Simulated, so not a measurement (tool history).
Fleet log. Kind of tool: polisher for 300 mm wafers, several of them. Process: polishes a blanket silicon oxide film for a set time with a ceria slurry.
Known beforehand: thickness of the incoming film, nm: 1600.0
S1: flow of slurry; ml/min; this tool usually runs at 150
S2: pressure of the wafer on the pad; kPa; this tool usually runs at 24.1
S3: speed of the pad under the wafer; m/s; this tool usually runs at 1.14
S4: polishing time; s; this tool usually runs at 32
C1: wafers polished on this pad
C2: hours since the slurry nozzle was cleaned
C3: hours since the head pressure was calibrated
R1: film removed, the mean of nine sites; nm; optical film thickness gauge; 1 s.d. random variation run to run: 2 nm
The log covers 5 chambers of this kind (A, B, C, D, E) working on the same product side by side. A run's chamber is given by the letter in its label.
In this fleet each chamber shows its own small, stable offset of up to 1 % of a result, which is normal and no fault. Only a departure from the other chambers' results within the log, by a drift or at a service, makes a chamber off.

{"hour": 7.9, "done": "chamber B: worn pad replaced by a new one"}
{"run": "1A", "hour": 9.3, "S1": 150, "S2": 24.1, "S3": 1.14, "S4": 32, "C1": 1074, "C2": 528.3, "C3": 240.8, "R1": 216.41}
{"run": "2C", "hour": 17.7, "S1": 150, "S2": 24.1, "S3": 1.14, "S4": 32, "C1": 552, "C2": 360, "C3": 787.8, "R1": 213.42}
{"hour": 21.8, "done": "chamber E: worn pad replaced by a new one"}
{"run": "3D", "hour": 29.5, "S1": 150, "S2": 24.1, "S3": 1.14, "S4": 32, "C1": 1171, "C2": 471.4, "C3": 290.6, "R1": 214.47}
{"hour": 32.2, "done": "chamber A: worn pad replaced by a new one"}
{"run": "4B", "hour": 39.4, "S1": 150, "S2": 24.1, "S3": 1.14, "S4": 32, "C1": 476, "C2": 566.8, "C3": 430.4, "R1": 215.31}
{"run": "5E", "hour": 47.9, "S1": 150, "S2": 24.1, "S3": 1.14, "S4": 32, "C1": 395, "C2": 429.2, "C3": 407, "R1": 217.86}
{"run": "6C", "hour": 53.4, "S1": 150, "S2": 24.1, "S3": 1.14, "S4": 32, "C1": 1091, "C2": 395.7, "C3": 823.5, "R1": 215.45}
{"run": "7D", "hour": 58.9, "S1": 150, "S2": 31.7, "S3": 0.76, "S4": 32, "C1": 1615, "C2": 500.8, "C3": 320, "R1": 184.47}
{"hour": 61.7, "done": "chamber B: worn pad replaced by a new one"}
{"run": "8E", "hour": 67.1, "S1": 150, "S2": 31.7, "S3": 0.76, "S4": 32, "C1": 685, "C2": 448.4, "C3": 426.2, "R1": 193.78}
{"hour": 78.8, "done": "chamber E: worn pad replaced by a new one"}
{"run": "9A", "hour": 78.9, "S1": 150, "S2": 31.7, "S3": 0.76, "S4": 32, "C1": 706, "C2": 597.9, "C3": 310.4, "R1": 188.95}
{"hour": 84.8, "done": "chamber C: worn pad replaced by a new one"}
{"run": "10B", "hour": 88.1, "S1": 150, "S2": 31.7, "S3": 0.76, "S4": 32, "C1": 399, "C2": 615.5, "C3": 479.1, "R1": 187.14}
{"run": "11D", "hour": 93.7, "S1": 150, "S2": 31.7, "S3": 0.76, "S4": 32, "C1": 2142, "C2": 535.6, "C3": 354.8, "R1": 184.86}
{"run": "12A", "hour": 103.7, "S1": 150, "S2": 24.1, "S3": 1.14, "S4": 32, "C1": 1081, "C2": 622.7, "C3": 335.2, "R1": 216.85}
{"hour": 104.8, "done": "chamber D: slurry nozzle cleaned"}
{"run": "13C", "hour": 110.2, "S1": 150, "S2": 24.1, "S3": 1.14, "S4": 32, "C1": 384, "C2": 452.5, "C3": 880.3, "R1": 216.51}
{"run": "14B", "hour": 120.5, "S1": 150, "S2": 24.1, "S3": 1.14, "S4": 32, "C1": 889, "C2": 647.9, "C3": 511.5, "R1": 214.9}
{"hour": 121.6, "done": "chamber B: worn pad replaced by a new one"}
{"hour": 125.1, "done": "chamber A: worn pad replaced by a new one"}
{"hour": 127.2, "done": "chamber E: slurry nozzle cleaned"}
{"run": "15E", "hour": 130.0, "S1": 150, "S2": 24.1, "S3": 1.14, "S4": 32, "C1": 774, "C2": 2.9, "C3": 489.1, "R1": 222.76}
{"hour": 134.8, "done": "chamber E: worn pad replaced by a new one"}
{"run": "16C", "hour": 135.5, "S1": 150, "S2": 24.1, "S3": 1.14, "S4": 32, "C1": 767, "C2": 477.8, "C3": 905.6, "R1": 211.49}
{"run": "17A", "hour": 142.6, "S1": 150, "S2": 31.7, "S3": 1.14, "S4": 36, "C1": 265, "C2": 661.6, "C3": 374.1, "R1": 320.56}
{"run": "18D", "hour": 150.7, "S1": 150, "S2": 31.7, "S3": 1.14, "S4": 36, "C1": 3004, "C2": 45.9, "C3": 411.8, "R1": 301.31}
{"hour": 157.2, "done": "chamber A: head pressure recalibrated"}
{"run": "19B", "hour": 160.0, "S1": 150, "S2": 31.7, "S3": 1.14, "S4": 36, "C1": 581, "C2": 687.4, "C3": 551, "R1": 314.42}
{"hour": 163.2, "done": "chamber C: head pressure recalibrated"}
{"run": "20E", "hour": 165.8, "S1": 150, "S2": 31.7, "S3": 1.14, "S4": 36, "C1": 469, "C2": 38.7, "C3": 524.9, "R1": 323.25}
{"run": "21A", "hour": 172.8, "S1": 150, "S2": 31.7, "S3": 1.14, "S4": 36, "C1": 721, "C2": 691.8, "C3": 15.7, "R1": 319.2}
{"hour": 178.3, "done": "chamber C: worn pad replaced by a new one"}
{"hour": 182.5, "done": "chamber B: worn pad replaced by a new one"}
{"run": "22E", "hour": 183.3, "S1": 150, "S2": 24.1, "S3": 1.14, "S4": 32, "C1": 733, "C2": 56.2, "C3": 542.4, "R1": 223.66}
{"hour": 186.2, "done": "chamber A: slurry nozzle cleaned"}
{"hour": 189.2, "done": "chamber E: worn pad replaced by a new one"}
{"run": "23C", "hour": 194.5, "S1": 150, "S2": 24.1, "S3": 1.14, "S4": 32, "C1": 246, "C2": 536.8, "C3": 31.4, "R1": 216.16}
{"hour": 198.5, "done": "chamber E: head pressure recalibrated"}
{"run": "24D", "hour": 205.5, "S1": 150, "S2": 24.1, "S3": 1.14, "S4": 32, "C1": 3832, "C2": 100.7, "C3": 466.6, "R1": 196.73}
{"hour": 207.5, "done": "chamber A: worn pad replaced by a new one"}
{"run": "25B", "hour": 217.3, "S1": 150, "S2": 24.1, "S3": 1.14, "S4": 32, "C1": 527, "C2": 744.7, "C3": 608.3, "R1": 217.52}
{"run": "26D", "hour": 224.8, "S1": 150, "S2": 24.1, "S3": 1.14, "S4": 32, "C1": 4124, "C2": 120, "C3": 485.9, "R1": 195.8}
{"run": "27E", "hour": 236.9, "S1": 150, "S2": 24.1, "S3": 1.14, "S4": 32, "C1": 722, "C2": 109.8, "C3": 38.4, "R1": 217.22}
{"hour": 242.6, "done": "chamber B: worn pad replaced by a new one"}
{"run": "28A", "hour": 246.9, "S1": 150, "S2": 24.1, "S3": 1.14, "S4": 32, "C1": 596, "C2": 60.8, "C3": 89.8, "R1": 214.05}
{"run": "29C", "hour": 255.3, "S1": 150, "S2": 21.4, "S3": 1.14, "S4": 32, "C1": 1165, "C2": 597.6, "C3": 92.2, "R1": 188.74}
{"run": "30B", "hour": 266.5, "S1": 150, "S2": 21.4, "S3": 1.14, "S4": 32, "C1": 361, "C2": 793.9, "C3": 657.5, "R1": 188.81}
{"run": "31D", "hour": 276.6, "S1": 150, "S2": 21.4, "S3": 1.14, "S4": 32, "C1": 4907, "C2": 171.8, "C3": 537.7, "R1": 172.54}

Next, every chamber runs the same settings. What will each give?
{"run": "32A", "hour": 285.5, "S1": 150, "S2": 24.1, "S3": 1.14, "S4": 23, "R1": "?"}
{"run": "32B", "hour": 285.5, "S1": 150, "S2": 24.1, "S3": 1.14, "S4": 23, "R1": "?"}
{"run": "32C", "hour": 285.5, "S1": 150, "S2": 24.1, "S3": 1.14, "S4": 23, "R1": "?"}
{"run": "32D", "hour": 285.5, "S1": 150, "S2": 24.1, "S3": 1.14, "S4": 23, "R1": "?"}
{"run": "32E", "hour": 285.5, "S1": 150, "S2": 24.1, "S3": 1.14, "S4": 23, "R1": "?"}

run=32A R1=156.07
run=32B R1=152.22
run=32C R1=152.6
run=32D R1=136.61
run=32E R1=158.19

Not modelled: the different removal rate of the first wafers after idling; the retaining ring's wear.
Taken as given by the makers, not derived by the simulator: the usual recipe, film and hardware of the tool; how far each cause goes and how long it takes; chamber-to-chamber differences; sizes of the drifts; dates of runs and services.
